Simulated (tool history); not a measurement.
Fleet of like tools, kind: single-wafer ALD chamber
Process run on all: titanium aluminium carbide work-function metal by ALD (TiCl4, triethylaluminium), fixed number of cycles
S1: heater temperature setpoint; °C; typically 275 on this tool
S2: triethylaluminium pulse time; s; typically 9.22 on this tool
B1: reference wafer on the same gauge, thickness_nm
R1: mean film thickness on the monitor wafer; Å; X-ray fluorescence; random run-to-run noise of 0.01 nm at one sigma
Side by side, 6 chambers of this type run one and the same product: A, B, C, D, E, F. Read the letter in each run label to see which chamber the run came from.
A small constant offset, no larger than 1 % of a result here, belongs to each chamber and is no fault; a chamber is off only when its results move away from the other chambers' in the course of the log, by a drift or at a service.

run 1B hour=3.7 | S1=275 S2=9.22 | B1=1.5301 | R1=17.846
run 2C hour=6.9 | S1=275 S2=9.22 | B1=1.5308 | R1=17.842
run 3E hour=11.4 | S1=275 S2=9.22 | B1=1.5292 | R1=17.426
run 4F hour=13.9 | S1=275 S2=9.22 | B1=1.5311 | R1=17.409
run 5D hour=18 | S1=275 S2=9.22 | B1=1.5318 | R1=17.67
run 6A hour=22.5 | S1=275 S2=7.9 | B1=1.5299 | R1=17.178
run 7D hour=27.1 | S1=275 S2=7.9 | B1=1.532 | R1=17.193
run 8E hour=31.8 | S1=275 S2=7.9 | B1=1.5307 | R1=17.261
run 9A hour=35.6 | S1=275 S2=7.9 | B1=1.529 | R1=16.946
run 10F hour=37.8 | S1=275 S2=7.9 | B1=1.5328 | R1=17.174
run 11C hour=39.9 | S1=275 S2=7.9 | B1=1.5305 | R1=17.256
run 12B hour=43.9 | S1=275 S2=9.22 | B1=1.5295 | R1=17.567
run 13A hour=46.6 | S1=275 S2=9.22 | B1=1.5295 | R1=17.519
run 14B hour=50.4 | S1=275 S2=9.22 | B1=1.5295 | R1=17.656
run 15C hour=54.3 | S1=275 S2=9.22 | B1=1.5284 | R1=17.584
run 16F hour=57.2 | S1=275 S2=9.22 | B1=1.5311 | R1=17.585
run 17E hour=61.3 | S1=275 S2=9.22 | B1=1.5309 | R1=17.568
-- hour=62.9 chamber F: triethylaluminium bottle replaced
run 18D hour=64.2 | S1=275 S2=9.22 | B1=1.5289 | R1=17.65
run 19B hour=66.6 | S1=275 S2=9.22 | B1=1.5302 | R1=17.662
run 20E hour=68.7 | S1=275 S2=9.22 | B1=1.5292 | R1=17.542
run 21D hour=71.9 | S1=275 S2=9.22 | B1=1.5297 | R1=17.524
run 22F hour=76.6 | S1=275 S2=10.63 | B1=1.5321 | R1=17.814
run 23A hour=79.7 | S1=275 S2=10.63 | B1=1.5322 | R1=17.852
run 24C hour=83.6 | S1=275 S2=10.63 | B1=1.5286 | R1=17.947
run 25C hour=85.9 | S1=275 S2=10.63 | B1=1.5311 | R1=17.94
run 26F hour=88.9 | S1=275 S2=10.63 | B1=1.5313 | R1=17.797
run 27D hour=92.4 | S1=275 S2=10.63 | B1=1.5283 | R1=17.903
run 28B hour=97.1 | S1=275 S2=9.22 | B1=1.5297 | R1=17.584
run 29A hour=101.3 | S1=275 S2=9.22 | B1=1.5302 | R1=17.557
run 30E hour=105.2 | S1=275 S2=9.22 | B1=1.5287 | R1=17.41
run 31B hour=107.6 | S1=275 S2=9.22 | B1=1.5279 | R1=17.716
run 32F hour=111.1 | S1=275 S2=9.22 | B1=1.53 | R1=17.508
run 33E hour=114.3 | S1=275 S2=9.22 | B1=1.529 | R1=17.536
run 34D hour=117.4 | S1=275 S2=9.22 | B1=1.5328 | R1=17.528
run 35A hour=121.9 | S1=275 S2=9.22 | B1=1.5323 | R1=17.604
run 36C hour=126.3 | S1=275 S2=9.22 | B1=1.5281 | R1=17.625
run 37B hour=129.3 | S1=275 S2=9.22 | B1=1.5299 | R1=17.649
run 38E hour=132.7 | S1=275 S2=9.22 | B1=1.5308 | R1=17.557
run 39F hour=136.3 | S1=261 S2=12.01 | B1=1.529 | R1=16.721
run 40D hour=141 | S1=261 S2=12.01 | B1=1.532 | R1=16.823
run 41C hour=144 | S1=261 S2=12.01 | B1=1.5307 | R1=17.002

Decide between three cases: one chamber stands off from its peers, the gauge reading all wafers drifts, or nothing is wrong past each chamber's small offset. Where a chamber is off, say which and what most likely put it there.

No chamber stands off beyond its own small offset, and the gauge holds steady.
